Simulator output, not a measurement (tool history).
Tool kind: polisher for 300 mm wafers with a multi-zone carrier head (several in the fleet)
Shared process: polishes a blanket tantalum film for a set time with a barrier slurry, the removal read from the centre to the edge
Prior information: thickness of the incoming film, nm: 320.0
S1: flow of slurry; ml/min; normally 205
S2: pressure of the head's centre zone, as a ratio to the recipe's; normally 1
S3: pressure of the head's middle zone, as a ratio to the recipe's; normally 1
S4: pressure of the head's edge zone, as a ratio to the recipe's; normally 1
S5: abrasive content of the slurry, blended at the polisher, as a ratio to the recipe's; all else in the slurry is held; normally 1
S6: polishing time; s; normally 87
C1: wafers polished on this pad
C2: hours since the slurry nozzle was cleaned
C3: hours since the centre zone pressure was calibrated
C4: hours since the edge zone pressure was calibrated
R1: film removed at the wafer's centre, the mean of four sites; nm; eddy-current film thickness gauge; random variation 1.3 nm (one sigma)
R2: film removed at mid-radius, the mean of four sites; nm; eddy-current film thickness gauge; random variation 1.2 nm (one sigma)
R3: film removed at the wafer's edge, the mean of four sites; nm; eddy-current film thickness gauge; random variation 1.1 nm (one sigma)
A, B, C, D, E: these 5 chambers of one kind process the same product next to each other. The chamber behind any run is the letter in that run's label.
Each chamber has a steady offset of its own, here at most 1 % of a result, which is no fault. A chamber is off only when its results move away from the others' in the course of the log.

-- hour=10.9 chamber D: edge zone pressure recalibrated
run 1A hour=12.7 | S1=205 S2=1 S3=1 S4=1 S5=1 S6=87 | C1=306 C2=28.7 C3=684.3 C4=339.8 | R1=100.23 R2=99.696 R3=100.81
-- hour=21.3 chamber C: edge zone pressure recalibrated
run 2D hour=22 | S1=205 S2=1 S3=1 S4=1 S5=1 S6=87 | C1=709 C2=62.6 C3=993 C4=11.1 | R1=100.8 R2=98.684 R3=97.696
run 3E hour=34.8 | S1=205 S2=1 S3=1 S4=1 S5=1 S6=87 | C1=586 C2=164 C3=255.2 C4=72.6 | R1=98.868 R2=99.415 R3=99.07
run 4C hour=49.8 | S1=205 S2=1 S3=1 S4=1 S5=1 S6=87 | C1=528 C2=278.2 C3=415.4 C4=28.5 | R1=99.22 R2=99.259 R3=99.127
run 5B hour=63.9 | S1=205 S2=1 S3=1 S4=1 S5=1 S6=87 | C1=391 C2=251.1 C3=444.2 C4=331.1 | R1=99.748 R2=100.12 R3=101.05
run 6E hour=76.7 | S1=205 S2=1 S3=1 S4=1 S5=1 S6=87 | C1=821 C2=205.9 C3=297.1 C4=114.5 | R1=100.96 R2=100.16 R3=99.799
-- hour=79.7 chamber C: centre zone pressure recalibrated
run 7D hour=86 | S1=205 S2=1 S3=1 S4=1 S5=1 S6=87 | C1=1068 C2=126.6 C3=1057 C4=75.1 | R1=100.86 R2=100.95 R3=99.148
run 8A hour=93.4 | S1=205 S2=1 S3=1 S4=1 S5=1 S6=87 | C1=758 C2=109.4 C3=765 C4=420.5 | R1=101.23 R2=97.941 R3=101.3
-- hour=97 chamber A: worn pad replaced by a new one
run 9B hour=102.1 | S1=205 S2=1 S3=1 S4=1 S5=1 S6=87 | C1=605 C2=289.3 C3=482.4 C4=369.3 | R1=100.74 R2=101.06 R3=100.55
-- hour=107.2 chamber D: worn pad replaced by a new one
run 10C hour=115.8 | S1=205 S2=0.94 S3=1 S4=1 S5=1 S6=87 | C1=897 C2=344.2 C3=36.2 C4=94.5 | R1=92.053 R2=98.016 R3=101.16
run 11E hour=123.9 | S1=205 S2=0.94 S3=1 S4=1 S5=1 S6=87 | C1=1086 C2=253.1 C3=344.3 C4=161.7 | R1=91.749 R2=100.2 R3=98.948
run 12D hour=140.2 | S1=205 S2=0.94 S3=1 S4=1 S5=1 S6=87 | C1=185 C2=180.8 C3=1111.2 C4=129.3 | R1=93.685 R2=100.36 R3=101.34
run 13C hour=148.5 | S1=205 S2=0.94 S3=1 S4=1 S5=1 S6=87 | C1=1081 C2=376.9 C3=68.9 C4=127.2 | R1=92.951 R2=99.332 R3=99.815
run 14A hour=161.9 | S1=205 S2=0.94 S3=1 S4=1 S5=1 S6=87 | C1=363 C2=177.9 C3=833.5 C4=489 | R1=90.169 R2=99.045 R3=98.528
-- hour=169.4 chamber D: slurry nozzle cleaned
run 15B hour=176.2 | S1=205 S2=1 S3=1 S4=1 S5=1 S6=87 | C1=1020 C2=363.4 C3=556.5 C4=443.4 | R1=99.249 R2=99.956 R3=100.13
run 16E hour=184.6 | S1=205 S2=1 S3=1 S4=1 S5=1 S6=87 | C1=1426 C2=313.8 C3=405 C4=222.4 | R1=93.88 R2=97.72 R3=95.007
run 17D hour=198.8 | S1=205 S2=1 S3=1 S4=1 S5=1 S6=87 | C1=513 C2=29.5 C3=1169.8 C4=187.9 | R1=101.6 R2=99.164 R3=101.35
-- hour=213.9 chamber C: worn pad replaced by a new one
run 18B hour=214.9 | S1=205 S2=1 S3=1 S4=1 S5=1 S6=87 | C1=1237 C2=402.1 C3=595.2 C4=482.1 | R1=98.362 R2=99.64 R3=101.62
-- hour=221 chamber E: slurry nozzle cleaned
run 19C hour=228.2 | S1=205 S2=1 S3=1 S4=1 S5=1 S6=87 | C1=80 C2=456.6 C3=148.6 C4=206.9 | R1=99.344 R2=98.131 R3=98.13
-- hour=230.5 chamber A: worn pad replaced by a new one
run 20A hour=241.9 | S1=205 S2=1 S3=1 S4=1 S5=1 S6=87 | C1=64 C2=257.9 C3=913.5 C4=569 | R1=102 R2=100.19 R3=101.69
run 21A hour=252.2 | S1=205 S2=1 S3=1 S4=1 S5=1 S6=87 | C1=122 C2=268.2 C3=923.8 C4=579.3 | R1=97.266 R2=98.533 R3=101.83
run 22E hour=263.1 | S1=205 S2=1 S3=1 S4=1 S5=1 S6=87 | C1=1866 C2=42.1 C3=483.5 C4=300.9 | R1=94.403 R2=98.04 R3=94.229
-- hour=271 chamber B: worn pad replaced by a new one
run 23C hour=277.9 | S1=205 S2=1 S3=1 S4=1.09 S5=1.1 S6=87 | C1=358 C2=506.3 C3=198.3 C4=256.6 | R1=102.56 R2=102.9 R3=108.24
run 24B hour=287.5 | S1=205 S2=1 S3=1 S4=1.09 S5=1.1 S6=87 | C1=92 C2=474.7 C3=667.8 C4=554.7 | R1=102.89 R2=103.37 R3=107.44
run 25D hour=296.8 | S1=205 S2=1 S3=1 S4=1.09 S5=1.1 S6=87 | C1=1063 C2=127.5 C3=1267.8 C4=285.9 | R1=101.55 R2=104.77 R3=108.38
-- hour=300.2 chamber D: worn pad replaced by a new one
-- hour=305.7 chamber D: centre zone pressure recalibrated
-- hour=310.6 chamber B: centre zone pressure recalibrated
run 26A hour=311.3 | S1=205 S2=1 S3=1 S4=1.09 S5=1.1 S6=87 | C1=453 C2=327.3 C3=982.9 C4=638.4 | R1=102.04 R2=102.05 R3=108.24
-- hour=312.7 chamber A: edge zone pressure recalibrated
run 27E hour=318.4 | S1=205 S2=1 S3=1 S4=1.09 S5=1.1 S6=87 | C1=2175 C2=97.4 C3=538.8 C4=356.2 | R1=95.86 R2=97.004 R3=100.02
-- hour=322.4 chamber A: slurry nozzle cleaned
run 28B hour=327.5 | S1=205 S2=1 S3=1 S4=1 S5=1 S6=87 | C1=317 C2=514.7 C3=17 C4=594.7 | R1=101.28 R2=99.825 R3=98.599
run 29C hour=338.8 | S1=205 S2=1 S3=1 S4=1 S5=1 S6=87 | C1=700 C2=567.2 C3=259.2 C4=317.5 | R1=102.35 R2=98.757 R3=98.912
-- hour=349.3 chamber A: centre zone pressure recalibrated
run 30D hour=353.2 | S1=245 S2=1 S3=1 S4=1 S5=1 S6=66 | C1=297 C2=183.9 C3=47.6 C4=342.3 | R1=76.921 R2=77.612 R3=77.94
-- hour=362.3 chamber D: slurry nozzle cleaned
-- hour=365.6 chamber D: edge zone pressure recalibrated
run 31D hour=366.2 | S1=245 S2=1 S3=1 S4=1 S5=1 S6=66 | C1=370 C2=4 C3=60.6 C4=0.6 | R1=78.529 R2=75.233 R3=78.429
-- hour=376.5 chamber A: worn pad replaced by a new one
run 32E hour=379.7 | S1=245 S2=1 S3=1 S4=1 S5=1 S6=66 | C1=2519 C2=158.7 C3=600.1 C4=417.5 | R1=69.661 R2=71.456 R3=70.983
run 33A hour=392.6 | S1=245 S2=1 S3=1 S4=1 S5=1 S6=66 | C1=90 C2=70.2 C3=43.4 C4=80 | R1=78.406 R2=76.945 R3=78.292
-- hour=397.6 chamber B: edge zone pressure recalibrated
run 34C hour=402 | S1=245 S2=1 S3=1 S4=1 S5=1 S6=66 | C1=1054 C2=630.4 C3=322.4 C4=380.7 | R1=78.584 R2=75.256 R3=75.978
-- hour=413.9 chamber B: slurry nozzle cleaned
run 35B hour=418.2 | S1=205 S2=1 S3=1 S4=1 S5=1 S6=87 | C1=825 C2=4.3 C3=107.7 C4=20.7 | R1=100.6 R2=99.855 R3=99.089

Each of the 5 chambers runs these same settings next. Fill in every chamber's results:
run 36A hour=430 | S1=205 S2=1 S3=1.05 S4=1 S5=1 S6=87 | R1=? R2=? R3=?
run 36B hour=430 | S1=205 S2=1 S3=1.05 S4=1 S5=1 S6=87 | R1=? R2=? R3=?
run 36C hour=430 | S1=205 S2=1 S3=1.05 S4=1 S5=1 S6=87 | R1=? R2=? R3=?
run 36D hour=430 | S1=205 S2=1 S3=1.05 S4=1 S5=1 S6=87 | R1=? R2=? R3=?
run 36E hour=430 | S1=205 S2=1 S3=1.05 S4=1 S5=1 S6=87 | R1=? R2=? R3=?

run=36A R1=100.1 R2=102.19 R3=99.75
run=36B R1=97.971 R2=105.12 R3=99.687
run=36C R1=101.72 R2=103.29 R3=98.756
run=36D R1=101.15 R2=104.53 R3=99.534
run=36E R1=89.982 R2=93.325 R3=90.641
